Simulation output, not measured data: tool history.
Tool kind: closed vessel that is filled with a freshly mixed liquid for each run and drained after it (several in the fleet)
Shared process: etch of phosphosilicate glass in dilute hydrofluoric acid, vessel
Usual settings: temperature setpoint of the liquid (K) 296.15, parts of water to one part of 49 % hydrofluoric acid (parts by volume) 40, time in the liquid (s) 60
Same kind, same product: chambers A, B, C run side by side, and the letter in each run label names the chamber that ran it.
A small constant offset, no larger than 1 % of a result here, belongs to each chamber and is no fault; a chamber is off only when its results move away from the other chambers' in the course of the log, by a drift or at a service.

| run | day | temperature setpoint of the liquid (K) | parts of water to one part of 49 % hydrofluoric acid (parts by volume) | time in the liquid (s) | read-back film thickness of the phosphosilicate glass reference wafer, read on the same gauge (nm) | thickness taken off the phosphosilicate glass on a monitor wafer (nm) |
|---|---|---|---|---|---|---|
| 1C | 0.158 | 296.15 | 40 | 60 | 149.96 | 309.22 |
| 2A | 0.250 | 296.15 | 40 | 60 | 149.98 | 314.30 |
| 3B | 0.450 | 296.15 | 40 | 60 | 150.01 | 312.56 |
| 4B | 0.571 | 296.15 | 40 | 60 | 149.99 | 312.00 |
| 5A | 0.767 | 296.15 | 40 | 60 | 150.02 | 316.23 |
| 6C | 0.875 | 296.15 | 50 | 60 | 149.98 | 243.84 |
| 7B | 1.058 | 296.15 | 50 | 60 | 150.00 | 245.29 |
| 8A | 1.150 | 296.15 | 50 | 60 | 150.00 | 248.33 |
| 9C | 1.271 | 296.15 | 40 | 60 | 149.99 | 311.22 |
| 10B | 1.371 | 296.15 | 40 | 60 | 150.02 | 316.44 |
| 11A | 1.475 | 296.15 | 40 | 60 | 149.99 | 311.19 |
| 12C | 1.588 | 296.15 | 40 | 60 | 150.01 | 310.38 |
| 13A | 1.692 | 296.15 | 40 | 60 | 150.02 | 311.57 |
| 14C | 1.821 | 296.15 | 40 | 60 | 150.01 | 309.89 |
| 15B | 1.967 | 296.15 | 40 | 60 | 150.03 | 314.18 |
| 16C | 2.133 | 293.15 | 40 | 90 | 150.03 | 409.75 |
| 17A | 2.329 | 293.15 | 40 | 90 | 149.99 | 417.85 |
| 18B | 2.508 | 293.15 | 40 | 90 | 150.01 | 414.13 |
| 19B | 2.675 | 300.15 | 40 | 45 | 149.98 | 275.43 |
| 20C | 2.846 | 300.15 | 40 | 45 | 150.01 | 271.90 |
| 21A | 3.017 | 300.15 | 40 | 45 | 150.01 | 285.70 |
| 22A | 3.175 | 296.15 | 40 | 60 | 149.98 | 323.12 |
| 23C | 3.333 | 296.15 | 40 | 60 | 149.99 | 312.54 |
| 24B | 3.471 | 296.15 | 40 | 60 | 150.01 | 314.08 |
| 25B | 3.583 | 296.15 | 40 | 60 | 150.00 | 310.93 |
| 26C | 3.779 | 296.15 | 40 | 60 | 150.00 | 307.13 |
| 27A | 3.908 | 296.15 | 40 | 60 | 150.02 | 332.39 |
| 28A | 4.079 | 296.15 | 40 | 60 | 150.01 | 329.73 |
| 29C | 4.225 | 296.15 | 40 | 60 | 150.00 | 312.47 |
| 30B | 4.354 | 296.15 | 40 | 60 | 149.99 | 313.33 |
| 31C | 4.546 | 296.15 | 40 | 60 | 150.01 | 314.08 |
| 32B | 4.646 | 296.15 | 40 | 60 | 150.00 | 309.03 |
| 33A | 4.846 | 296.15 | 40 | 60 | 150.01 | 340.01 |
| 34C | 5.000 | 296.15 | 40 | 60 | 149.99 | 310.40 |
| 35B | 5.154 | 296.15 | 40 | 60 | 149.99 | 311.48 |
| 36A | 5.308 | 296.15 | 40 | 60 | 150.00 | 339.69 |
| 37B | 5.462 | 296.15 | 40 | 60 | 150.03 | 309.70 |

Read the log: is a single chamber off, either drifting away or since a service, is the gauge that measures every chamber drifting, or is nothing wrong beyond small per-chamber offsets? Name any odd chamber and what most likely caused it.

Chamber A drifts away from the others.
Cause: liquid hotter than its thermometer reads (K) = 2.31.
From this log alone, it may not be told apart from: hydrofluoric acid flow above the setpoint (%).

Which of the 4 candidates below, each the usual settings with something changed and its results left as question marks, puts chamber A back in line with what the other chambers give on the usual settings?
Counts as in line when no further than this from what the other chambers average on the usual settings: thickness taken off the phosphosilicate glass on a monitor wafer (nm) 9.80
| 38A-1 | 5.612 | 296.15 | 40 | 70 |  | ? |
| 38A-2 | 5.612 | 298.65 | 40 | 60 |  | ? |
| 38A-3 | 5.612 | 295.65 | 45 | 60 |  | ? |
| 38A-4 | 5.612 | 296.15 | 40 | 55 |  | ? |

Mean of the other chambers on the usual settings: thickness taken off the phosphosilicate glass on a monitor wafer (nm) 311.74
| run | thickness taken off the phosphosilicate glass on a monitor wafer (nm) |
|---|---|
| 38A-1 | 401.07 |
| 38A-2 | 380.27 |
| 38A-3 | 296.92 |
| 38A-4 | 315.13 |
Change 38A-4 lands the chamber within the allowed miss of the other chambers.

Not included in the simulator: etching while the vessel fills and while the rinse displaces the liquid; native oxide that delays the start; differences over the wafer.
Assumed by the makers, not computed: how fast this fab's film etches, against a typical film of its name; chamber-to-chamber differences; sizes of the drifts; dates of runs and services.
